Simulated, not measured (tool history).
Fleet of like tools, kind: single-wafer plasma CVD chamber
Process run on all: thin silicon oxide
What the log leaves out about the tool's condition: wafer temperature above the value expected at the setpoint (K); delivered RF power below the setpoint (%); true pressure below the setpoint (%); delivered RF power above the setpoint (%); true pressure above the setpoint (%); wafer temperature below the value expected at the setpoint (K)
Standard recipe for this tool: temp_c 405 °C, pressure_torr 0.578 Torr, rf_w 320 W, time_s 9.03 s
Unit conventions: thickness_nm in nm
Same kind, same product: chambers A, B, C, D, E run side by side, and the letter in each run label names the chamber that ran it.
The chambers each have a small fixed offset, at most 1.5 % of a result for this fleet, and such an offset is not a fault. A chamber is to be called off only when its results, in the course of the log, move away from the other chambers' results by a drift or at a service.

| run | day | temp_c | pressure_torr | rf_w | time_s | hours since the last thermocouple change | hours since the last RF generator calibration | hours since the last manometer calibration | read-back reference wafer on the same gauge, thickness_nm | thickness_nm |
|---|---|---|---|---|---|---|---|---|---|---|
| 1B | 0.175 | 405 | 0.578 | 320 | 9.03 | 1173.7 | 779.9 | 312.8 | 13.082 | 12.217 |
| 2C | 0.354 | 405 | 0.578 | 320 | 9.03 | 1527.9 | 1086.8 | 1209.7 | 13.119 | 12.191 |
|  | 0.412 | chamber E: RF generator calibrated |
|  | 0.508 | chamber D: capacitance manometer re-zeroed and calibrated |
| 3E | 0.592 | 405 | 0.578 | 320 | 9.03 | 1759.6 | 4.3 | 68.6 | 13.104 | 12.101 |
| 4A | 0.796 | 405 | 0.578 | 320 | 9.03 | 775.2 | 832.5 | 1053.9 | 13.103 | 12.132 |
| 5D | 1.008 | 405 | 0.49 | 320 | 9.92 | 1019.6 | 804.5 | 12.1 | 13.093 | 10.937 |
| 6C | 1.292 | 405 | 0.49 | 320 | 9.92 | 1550.4 | 1109.3 | 1232.2 | 13.1 | 10.999 |
| 7B | 1.525 | 405 | 0.49 | 320 | 9.92 | 1206.1 | 812.3 | 345.2 | 13.094 | 11.047 |
| 8A | 1.771 | 405 | 0.49 | 320 | 9.92 | 798.6 | 855.9 | 1077.3 | 13.11 | 11.145 |
| 9D | 2.025 | 405 | 0.49 | 320 | 9.92 | 1044 | 828.9 | 36.5 | 13.108 | 10.923 |
| 10E | 2.3 | 405 | 0.578 | 320 | 9.03 | 1800.6 | 45.3 | 109.6 | 13.103 | 12.071 |
| 11E | 2.454 | 405 | 0.578 | 350 | 8.33 | 1804.3 | 49 | 113.3 | 13.117 | 11.451 |
| 12B | 2.796 | 405 | 0.578 | 350 | 8.33 | 1236.6 | 842.8 | 375.7 | 13.126 | 11.616 |
|  | 2.829 | chamber A: capacitance manometer re-zeroed and calibrated |
|  | 3.104 | chamber D: thermocouple changed; heater temperature recalibrated |
| 13D | 3.112 | 405 | 0.578 | 350 | 8.33 | 0.3 | 855 | 62.6 | 13.103 | 11.414 |
| 14A | 3.421 | 405 | 0.578 | 350 | 8.33 | 838.2 | 895.5 | 14.3 | 13.09 | 10.921 |
| 15C | 3.696 | 405 | 0.578 | 350 | 8.33 | 1608.1 | 1167 | 1289.9 | 13.124 | 11.596 |
| 16B | 3.879 | 405 | 0.578 | 320 | 9.03 | 1262.6 | 868.8 | 401.7 | 13.102 | 12.096 |
| 17E | 4.138 | 405 | 0.578 | 320 | 9.03 | 1844.7 | 89.4 | 153.7 | 13.1 | 12.092 |
| 18A | 4.467 | 405 | 0.578 | 375 | 9.03 | 863.3 | 920.6 | 39.4 | 13.115 | 12.199 |
| 19C | 4.775 | 405 | 0.578 | 375 | 9.03 | 1634 | 1192.9 | 1315.8 | 13.096 | 12.846 |
| 20D | 4.946 | 405 | 0.578 | 375 | 9.03 | 44.3 | 899 | 106.6 | 13.099 | 12.581 |
| 21C | 5.212 | 405 | 0.578 | 375 | 9.03 | 1644.5 | 1203.4 | 1326.3 | 13.092 | 12.711 |
| 22B | 5.496 | 405 | 0.578 | 375 | 9.03 | 1301.4 | 907.6 | 440.5 | 13.101 | 12.868 |
| 23D | 5.667 | 405 | 0.578 | 320 | 9.03 | 61.6 | 916.3 | 123.9 | 13.108 | 11.977 |
| 24E | 5.892 | 405 | 0.578 | 320 | 7.59 | 1886.8 | 131.5 | 195.8 | 13.097 | 9.9973 |
| 25A | 6.217 | 405 | 0.578 | 320 | 7.59 | 905.3 | 962.6 | 81.4 | 13.078 | 9.6275 |
| 26E | 6.367 | 405 | 0.578 | 320 | 7.59 | 1898.2 | 142.9 | 207.2 | 13.092 | 10.135 |
| 27C | 6.692 | 405 | 0.578 | 320 | 7.59 | 1680 | 1238.9 | 1361.8 | 13.107 | 10.172 |
| 28A | 6.9 | 405 | 0.578 | 320 | 7.59 | 921.7 | 979 | 97.8 | 13.096 | 9.6227 |
| 29B | 7.208 | 405 | 0.578 | 320 | 9.03 | 1342.5 | 948.7 | 481.6 | 13.093 | 12.023 |
| 30D | 7.408 | 405 | 0.578 | 320 | 9.03 | 103.4 | 958.1 | 165.7 | 13.093 | 11.963 |
| 31B | 7.717 | 405 | 0.578 | 320 | 9.03 | 1354.7 | 960.9 | 493.8 | 13.108 | 12.1 |
| 32A | 7.917 | 405 | 0.633 | 320 | 9.03 | 946.1 | 1003.4 | 122.2 | 13.105 | 12.532 |
| 33D | 8.133 | 405 | 0.633 | 320 | 9.03 | 120.8 | 975.5 | 183.1 | 13.113 | 13.14 |
| 34C | 8.362 | 405 | 0.633 | 320 | 9.03 | 1720.1 | 1279 | 1401.9 | 13.093 | 13.294 |
|  | 8.617 | chamber E: thermocouple changed; heater temperature recalibrated |
| 35E | 8.662 | 405 | 0.633 | 320 | 9.03 | 1.2 | 198 | 262.3 | 13.093 | 13.31 |
| 36E | 8.883 | 405 | 0.633 | 320 | 9.03 | 6.5 | 203.3 | 267.6 | 13.114 | 13.455 |

For the next run the whole fleet of 5 chambers uses the same settings. Give each chamber's results:
| 37A | 9.133 | 405 | 0.578 | 320 | 9.03 |  |  |  |  | ? |
| 37B | 9.133 | 405 | 0.578 | 320 | 9.03 |  |  |  |  | ? |
| 37C | 9.133 | 405 | 0.578 | 320 | 9.03 |  |  |  |  | ? |
| 37D | 9.133 | 405 | 0.578 | 320 | 9.03 |  |  |  |  | ? |
| 37E | 9.133 | 405 | 0.578 | 320 | 9.03 |  |  |  |  | ? |

| run | thickness_nm |
|---|---|
| 37A | 11.439 |
| 37B | 12.127 |
| 37C | 12.108 |
| 37D | 11.808 |
| 37E | 12.056 |
